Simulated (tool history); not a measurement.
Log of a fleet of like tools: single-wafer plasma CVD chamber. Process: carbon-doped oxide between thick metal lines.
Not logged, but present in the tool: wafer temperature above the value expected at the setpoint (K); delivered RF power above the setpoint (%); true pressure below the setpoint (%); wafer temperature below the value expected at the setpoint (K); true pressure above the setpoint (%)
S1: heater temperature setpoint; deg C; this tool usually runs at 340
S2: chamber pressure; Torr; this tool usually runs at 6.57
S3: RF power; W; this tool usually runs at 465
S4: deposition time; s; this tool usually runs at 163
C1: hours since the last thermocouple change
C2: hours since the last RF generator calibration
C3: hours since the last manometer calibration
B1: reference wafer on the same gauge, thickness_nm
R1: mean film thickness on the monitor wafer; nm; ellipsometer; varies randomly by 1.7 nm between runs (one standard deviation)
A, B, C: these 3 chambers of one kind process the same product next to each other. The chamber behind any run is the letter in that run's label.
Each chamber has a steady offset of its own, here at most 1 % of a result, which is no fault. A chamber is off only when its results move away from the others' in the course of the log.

run	day	S1	S2	S3	S4	C1	C2	C3	B1	R1
# day 0.329: chamber A: RF generator calibrated
1B	0.529	340	6.57	465	163	1395.5	558	383.5	788.29	838.09
2C	0.792	340	6.57	465	163	914.5	72.8	965.5	787.81	829.2
3A	1.133	340	6.57	465	163	500.2	19.4	208.6	787.97	838.84
4C	1.45	340	6.57	465	163	930.3	88.6	981.3	787.5	828.79
5B	1.879	351	6.57	465	137	1427.9	590.4	415.9	787.98	685.57
6A	2.312	351	6.57	465	137	528.5	47.7	236.9	788	683.04
7B	2.783	351	6.57	465	137	1449.6	612.1	437.6	787.75	685.24
8A	3.033	340	6.57	465	163	545.8	65	254.2	788.15	836.66
9C	3.529	340	6.57	465	163	980.2	138.5	1031.2	788.09	832.1
10C	3.896	340	6.57	465	163	989	147.3	1040	788.26	830.69
11B	4.154	340	6.57	465	163	1482.5	645	470.5	788.31	838.5
12A	4.638	333	6.57	390	163	584.3	103.5	292.7	788.02	753.2
13A	4.896	333	6.57	390	163	590.5	109.7	298.9	788.05	753.83
14B	5.438	333	6.57	390	163	1513.3	675.8	501.3	788.04	754.21
15C	5.704	340	6.57	465	163	1032.4	190.7	1083.4	788.04	827.44
16B	6.183	340	6.57	465	163	1531.2	693.7	519.2	788.13	838.4
17A	6.525	340	6.57	465	163	629.6	148.8	338	787.94	838.14
18C	6.938	340	7.59	515	163	1062	220.3	1113	787.91	892.89
# day 7.071: chamber B: thermocouple changed; heater temperature recalibrated
19C	7.317	340	7.59	515	163	1071.1	229.4	1122.1	788.09	891.21
20B	7.571	340	7.59	515	163	12	727	552.5	787.97	903.61

Does one chamber stand apart from the rest, does the shared gauge drift, or is all well apart from small per-chamber offsets? Give the chamber and the most likely cause, where there is one.

No chamber is off and the gauge is stable; the differences are just each chamber's small, constant offset.
